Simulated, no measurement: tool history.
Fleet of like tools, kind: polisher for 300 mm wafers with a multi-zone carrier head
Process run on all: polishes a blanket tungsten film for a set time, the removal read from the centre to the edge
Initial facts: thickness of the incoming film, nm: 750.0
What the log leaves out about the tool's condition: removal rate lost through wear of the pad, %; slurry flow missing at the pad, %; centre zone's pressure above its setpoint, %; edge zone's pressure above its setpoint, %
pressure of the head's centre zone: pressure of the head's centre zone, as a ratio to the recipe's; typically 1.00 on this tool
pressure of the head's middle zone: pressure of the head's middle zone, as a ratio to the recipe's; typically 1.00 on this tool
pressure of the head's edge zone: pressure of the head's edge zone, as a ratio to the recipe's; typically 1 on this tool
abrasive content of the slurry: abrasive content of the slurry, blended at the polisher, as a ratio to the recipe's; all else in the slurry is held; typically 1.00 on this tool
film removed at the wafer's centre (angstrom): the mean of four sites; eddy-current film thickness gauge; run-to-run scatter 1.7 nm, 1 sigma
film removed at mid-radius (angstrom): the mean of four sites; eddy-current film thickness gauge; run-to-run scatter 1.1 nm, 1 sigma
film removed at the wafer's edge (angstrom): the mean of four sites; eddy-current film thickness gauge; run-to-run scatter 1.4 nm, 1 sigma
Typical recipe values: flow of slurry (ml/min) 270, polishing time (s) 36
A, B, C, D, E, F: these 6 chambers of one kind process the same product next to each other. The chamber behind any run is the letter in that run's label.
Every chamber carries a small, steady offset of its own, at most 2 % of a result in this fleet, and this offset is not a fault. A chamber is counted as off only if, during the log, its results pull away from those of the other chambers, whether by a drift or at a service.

run   hour  flow of slurry (ml/min)  pressure of the head's centre zone  pressure of the head's middle zone  pressure of the head's edge zone  abrasive content of the slurry  polishing time (s)  wafers polished on this pad  hours since the slurry nozzle was cleaned  hours since the centre zone pressure was calibrated  hours since the edge zone pressure was calibrated  film removed at the wafer's centre (angstrom)  film removed at mid-radius (angstrom)  film removed at the wafer's edge (angstrom)
       6.5  -- chamber E: worn pad replaced by a new one
 1C    8.9                      270                                1.00                                1.00                                 1                            1.00                  36                          209                                      504.0                                                 47.1                                              453.5                                        1116.70                                1169.80                                      1121.80
       9.5  -- chamber C: slurry nozzle cleaned
      11.2  -- chamber E: centre zone pressure recalibrated
      16.0  -- chamber B: centre zone pressure recalibrated
      19.7  -- chamber F: worn pad replaced by a new one
 2A   25.3                      270                                1.00                                1.00                                 1                            1.00                  36                         1036                                      207.8                                                 89.0                                              138.7                                        1165.00                                1146.90                                      1152.00
      29.3  -- chamber D: worn pad replaced by a new one
      31.6  -- chamber B: edge zone pressure recalibrated
 3E   36.2                      270                                1.00                                1.00                                 1                            1.00                  36                          541                                       70.4                                                 25.0                                             1196.2                                        1144.50                                1146.10                                      1178.70
      40.6  -- chamber B: worn pad replaced by a new one
 4D   48.1                      270                                1.00                                1.00                                 1                            1.00                  36                          343                                      203.5                                                695.0                                              634.2                                        1140.60                                1174.90                                      1191.30
      55.5  -- chamber A: worn pad replaced by a new one
 5F   60.5                      270                                1.00                                1.00                                 1                            1.00                  36                          742                                      288.7                                                460.3                                              305.4                                        1142.40                                1132.40                                      1144.70
 6B   70.4                      270                                1.00                                1.00                                 1                            1.00                  36                          543                                      438.9                                                 54.4                                               38.8                                        1152.70                                1180.70                                      1122.20
      72.8  -- chamber E: edge zone pressure recalibrated
      73.4  -- chamber C: worn pad replaced by a new one
 7A   81.9                      270                                1.00                                1.00                                 1                            1.00                  36                          479                                      264.4                                                145.6                                              195.3                                        1142.00                                1145.00                                      1153.00
 8B   89.2                      270                                1.00                                1.00                                 1                            1.00                  36                          884                                      457.7                                                 73.2                                               57.6                                        1168.20                                1147.50                                      1119.20
 9E   96.8                      270                                1.00                                1.00                                 1                            1.00                  36                         1641                                      131.0                                                 85.6                                               24.0                                        1131.70                                1133.10                                      1157.60
     100.0  -- chamber E: worn pad replaced by a new one
     102.4  -- chamber F: worn pad replaced by a new one
     111.2  -- chamber D: worn pad replaced by a new one
10F  112.4                      225                                1.05                                1.00                                 1                            1.00                  36                          181                                      340.6                                                512.2                                              357.3                                        1205.80                                1131.40                                      1130.10
     121.9  -- chamber B: worn pad replaced by a new one
11C  127.4                      225                                1.05                                1.00                                 1                            1.00                  36                          982                                      117.9                                                165.6                                              572.0                                        1191.70                                1114.90                                      1113.50
12D  137.2                      225                                1.05                                1.00                                 1                            1.00                  36                          473                                      292.6                                                784.1                                              723.3                                        1186.40                                1129.90                                      1112.20
13C  148.9                      225                                1.05                                1.00                                 1                            1.00                  36                         1373                                      139.4                                                187.1                                              593.5                                        1179.20                                1135.60                                      1120.30
     149.2  -- chamber A: worn pad replaced by a new one
     151.8  -- chamber C: worn pad replaced by a new one
     158.2  -- chamber D: edge zone pressure recalibrated
14F  163.2                      225                                1.05                                1.00                                 1                            1.00                  36                         1104                                      391.4                                                563.0                                              408.1                                        1168.50                                1105.50                                      1135.60
15A  170.6                      225                                1.05                                1.00                                 1                            1.00                  36                          388                                      353.1                                                234.3                                              284.0                                        1190.60                                1120.00                                      1142.20
     172.8  -- chamber F: worn pad replaced by a new one
16E  182.8                      270                                1.00                                1.00                                 1                            1.00                  36                         1505                                      217.0                                                171.6                                              110.0                                        1128.70                                1153.00                                      1144.90
     187.0  -- chamber E: worn pad replaced by a new one
     190.7  -- chamber D: worn pad replaced by a new one
17D  197.8                      270                                1.00                                1.00                                 1                            1.00                  36                          130                                      353.2                                                844.7                                               39.6                                        1148.20                                1142.00                                      1167.20
     204.4  -- chamber B: worn pad replaced by a new one
18B  212.7                      270                                1.00                                1.00                                 1                            1.00                  36                          151                                      581.2                                                196.7                                              181.1                                        1147.80                                1162.80                                      1132.60
19A  221.1                      270                                1.00                                1.00                                 1                            1.00                  36                         1306                                      403.6                                                284.8                                              334.5                                        1183.40                                1145.70                                      1158.20
     228.0  -- chamber A: worn pad replaced by a new one
20B  232.6                      270                                1.00                                1.00                                 1                            1.00                  36                          512                                      601.1                                                216.6                                              201.0                                        1176.90                                1137.00                                      1112.90
21F  240.3                      270                                1.00                                1.00                                 1                            1.00                  36                         1227                                      468.5                                                640.1                                              485.2                                        1155.10                                1142.80                                      1133.90
     243.3  -- chamber C: worn pad replaced by a new one
22D  251.6                      270                                1.00                                1.00                                 1                            1.00                  36                         1107                                      407.0                                                898.5                                               93.4                                        1127.50                                1159.00                                      1161.30
     253.2  -- chamber F: worn pad replaced by a new one
     260.3  -- chamber E: worn pad replaced by a new one
23C  261.9                      270                                1.00                                1.00                                 1                            1.20                  36                          337                                      252.4                                                300.1                                              706.5                                        1202.90                                1191.00                                      1205.20
     265.6  -- chamber D: worn pad replaced by a new one
24E  275.3                      270                                1.00                                1.00                                 1                            1.20                  36                          272                                      309.5                                                264.1                                              202.5                                        1202.10                                1194.10                                      1173.90
     279.5  -- chamber D: slurry nozzle cleaned
     281.6  -- chamber A: centre zone pressure recalibrated
     282.2  -- chamber B: worn pad replaced by a new one
25B  282.5                      270                                1.00                                1.00                                 1                            1.20                  36                            6                                      651.0                                                266.5                                              250.9                                        1209.10                                1232.20                                      1209.90
     292.2  -- chamber F: edge zone pressure recalibrated
26E  295.0                      270                                1.00                                1.00                                 1                            1.20                  36                          630                                      329.2                                                283.8                                              222.2                                        1199.30                                1183.70                                      1190.50
     297.5  -- chamber C: centre zone pressure recalibrated
     299.5  -- chamber A: worn pad replaced by a new one
27F  303.5                      270                                1.00                                1.00                                 1                            1.20                  36                          915                                      531.7                                                703.3                                               11.4                                        1202.50                                1191.80                                      1197.50
28A  313.1                      270                                1.00                                1.00                                 1                            1.20                  36                          248                                      495.6                                                 31.5                                              426.5                                        1218.60                                1212.00                                      1187.20
     314.9  -- chamber C: worn pad replaced by a new one
29C  324.8                      270                                1.00                                1.00                                 1                            1.00                  36                          180                                      315.3                                                 27.4                                              769.4                                        1164.90                                1131.70                                      1156.60
     329.4  -- chamber F: worn pad replaced by a new one
30D  334.5                      270                                1.00                                0.94                                 1                            0.85                  36                         1251                                       55.0                                                981.4                                              176.3                                        1071.40                                1057.20                                      1121.50
     338.4  -- chamber F: slurry nozzle cleaned
31E  345.5                      270                                1.00                                0.94                                 1                            0.85                  36                         1548                                      379.7                                                334.3                                              272.7                                        1099.30                                1039.70                                      1106.40
32B  353.1                      270                                1.00                                0.94                                 1                            0.85                  36                         1288                                      721.6                                                337.1                                              321.5                                        1120.00                                1033.80                                      1073.60
     354.3  -- chamber D: worn pad replaced by a new one
     358.1  -- chamber A: edge zone pressure recalibrated
33A  363.8                      270                                1.00                                0.94                                 1                            0.85                  36                         1169                                      546.3                                                 82.2                                                5.7                                        1128.50                                1041.40                                      1102.10
34D  376.6                      270                                1.00                                0.94                                 1                            0.85                  36                          406                                       97.1                                               1023.5                                              218.4                                        1130.70                                1050.70                                      1120.50
35F  385.6                      270                                1.00                                0.94                                 1                            0.85                  36                         1021                                       47.2                                                785.4                                               93.5                                        1113.70                                1061.40                                      1110.60
     388.2  -- chamber C: worn pad replaced by a new one
36C  398.4                      270                                1.00                                1.00                                 1                            0.90                  24                          186                                      388.9                                                101.0                                              843.0                                         747.11                                 752.86                                       736.85
37C  410.2                      270                                1.00                                1.00                                 1                            0.90                  24                          400                                      400.7                                                112.8                                              854.8                                         760.81                                 751.68                                       739.00

Predict what each chamber gives when all 6 of them run the settings below next.
38A  422.0                      270                                1.00                                1.00                                 1                            0.75                  36                                                                                                                                                                                                                              ?                                      ?                                            ?
38B  422.0                      270                                1.00                                1.00                                 1                            0.75                  36                                                                                                                                                                                                                              ?                                      ?                                            ?
38C  422.0                      270                                1.00                                1.00                                 1                            0.75                  36                                                                                                                                                                                                                              ?                                      ?                                            ?
38D  422.0                      270                                1.00                                1.00                                 1                            0.75                  36                                                                                                                                                                                                                              ?                                      ?                                            ?
38E  422.0                      270                                1.00                                1.00                                 1                            0.75                  36                                                                                                                                                                                                                              ?                                      ?                                            ?
38F  422.0                      270                                1.00                                1.00                                 1                            0.75                  36                                                                                                                                                                                                                              ?                                      ?                                            ?

run  film removed at the wafer's centre (angstrom)  film removed at mid-radius (angstrom)  film removed at the wafer's edge (angstrom)
38A                                        1068.90                                1079.40                                      1064.70
38B                                        1056.30                                1086.80                                      1050.00
38C                                        1080.30                                1055.30                                      1048.10
38D                                        1083.30                                1080.80                                      1081.70
38E                                        1065.50                                1047.80                                      1039.90
38F                                        1106.30                                1077.00                                      1070.10
